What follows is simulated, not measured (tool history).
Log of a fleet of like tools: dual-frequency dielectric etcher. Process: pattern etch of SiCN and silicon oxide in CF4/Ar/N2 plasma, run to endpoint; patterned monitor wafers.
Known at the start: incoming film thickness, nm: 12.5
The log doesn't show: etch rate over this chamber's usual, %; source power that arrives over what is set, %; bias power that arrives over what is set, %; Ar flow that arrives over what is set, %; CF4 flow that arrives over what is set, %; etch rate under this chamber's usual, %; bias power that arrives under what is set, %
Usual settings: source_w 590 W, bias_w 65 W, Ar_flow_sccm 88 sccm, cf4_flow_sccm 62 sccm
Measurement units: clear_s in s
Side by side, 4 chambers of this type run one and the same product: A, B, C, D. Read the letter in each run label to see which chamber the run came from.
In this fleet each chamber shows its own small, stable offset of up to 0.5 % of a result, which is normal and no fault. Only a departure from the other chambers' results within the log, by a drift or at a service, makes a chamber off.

run,hour,source_w,bias_w,Ar_flow_sccm,cf4_flow_sccm,hours since the last wet clean,hours since the last source power generator calibration,hours since the last bias power generator calibration,hours since the last Ar flow controller change,hours since the last CF4 flow controller change,clear_s
1C,9.6,590,65,88,62,200.7,2368.6,855.0,458.2,1681.5,11.706
2A,18.4,590,65,88,62,110.1,4847.3,1589.7,488.0,2892.9,11.924
3B,30.2,590,65,88,62,469.1,777.2,207.6,828.5,1569.3,11.712
# hour 39.8: chamber B: wet clean of the chamber
4D,40.0,590,65,88,62,173.6,1488.8,2126.4,2035.7,2176.9,11.717
5C,50.5,590,65,88,62,241.6,2409.5,895.9,499.1,1722.4,11.743
6B,61.0,590,65,88,62,21.2,808.0,238.4,859.3,1600.1,11.725
7A,72.1,590,65,88,62,163.8,4901.0,1643.4,541.7,2946.6,11.899
8D,82.2,590,65,88,62,215.8,1531.0,2168.6,2077.9,2219.1,11.811
9C,92.1,590,65,88,62,283.2,2451.1,937.5,540.7,1764.0,11.718
10D,100.4,590,65,88,62,234.0,1549.2,2186.8,2096.1,2237.3,11.832
11B,111.6,590,65,88,62,71.8,858.6,289.0,909.9,1650.7,11.670
12A,123.3,590,65,88,62,215.0,4952.2,1694.6,592.9,2997.8,11.848
13C,134.4,590,54,103,62,325.5,2493.4,979.8,583.0,1806.3,12.846
# hour 141.4: chamber C: CF4 flow controller replaced
14B,144.0,590,54,103,62,104.2,891.0,321.4,942.3,1683.1,12.802
15D,151.9,590,54,103,62,285.5,1600.7,2238.3,2147.6,2288.8,12.894
16A,160.3,590,54,103,62,252.0,4989.2,1731.6,629.9,3034.8,12.844
17B,166.8,590,65,88,62,127.0,913.8,344.2,965.1,1705.9,11.802
18D,174.1,590,65,88,62,307.7,1622.9,2260.5,2169.8,2311.0,11.898
19A,182.0,590,56,88,62,273.7,5010.9,1753.3,651.6,3056.5,12.427
# hour 182.1: chamber A: bias power generator calibrated
20C,191.2,590,56,88,62,382.3,2550.2,1036.6,639.8,49.8,12.321
21A,202.5,590,56,88,62,294.2,5031.4,20.5,672.1,3077.0,12.510
22B,210.0,590,56,88,62,170.2,957.0,387.4,1008.3,1749.1,12.246
23C,220.0,590,65,88,62,411.1,2579.0,1065.4,668.6,78.6,11.934
24D,225.7,590,65,88,62,359.3,1674.5,2312.1,2221.4,2362.6,11.899
25C,237.2,590,65,88,62,428.3,2596.2,1082.6,685.8,95.8,11.988
26A,248.3,590,65,88,62,340.0,5077.2,66.3,717.9,3122.8,11.809
27D,255.8,590,65,88,62,389.4,1704.6,2342.2,2251.5,2392.7,11.851
28B,262.3,590,65,88,62,222.5,1009.3,439.7,1060.6,1801.4,11.700
29B,268.1,590,65,88,62,228.3,1015.1,445.5,1066.4,1807.2,11.647
30D,277.3,590,65,88,62,410.9,1726.1,2363.7,2273.0,2414.2,11.898
31C,283.9,590,65,88,62,475.0,2642.9,1129.3,732.5,142.5,12.039
32A,290.9,590,65,88,62,382.6,5119.8,108.9,760.5,3165.4,11.822
33B,299.4,590,65,88,62,259.6,1046.4,476.8,1097.7,1838.5,11.706
# hour 305.5: chamber A: wet clean of the chamber
34A,310.9,590,65,88,62,5.5,5139.8,128.9,780.5,3185.4,11.880
35C,321.7,590,65,88,62,512.8,2680.7,1167.1,770.3,180.3,12.221
36D,331.7,590,65,88,62,465.3,1780.5,2418.1,2327.4,2468.6,11.822
37B,341.1,590,65,88,62,301.3,1088.1,518.5,1139.4,1880.2,11.677
38D,351.5,590,54,96,62,485.1,1800.3,2437.9,2347.2,2488.4,12.859
39A,363.2,590,54,96,62,57.8,5192.1,181.2,832.8,3237.7,12.622
40C,371.2,590,54,96,62,562.3,2730.2,1216.6,819.8,229.8,13.197
41D,381.3,590,54,96,62,514.9,1830.1,2467.7,2377.0,2518.2,12.768

Predict what each chamber gives when all 4 of them run the settings below next.
42A,389.8,590,65,88,62,,,,,,?
42B,389.8,590,65,88,62,,,,,,?
42C,389.8,590,65,88,62,,,,,,?
42D,389.8,590,65,88,62,,,,,,?

run,clear_s
42A,11.872
42B,11.573
42C,12.224
42D,11.918
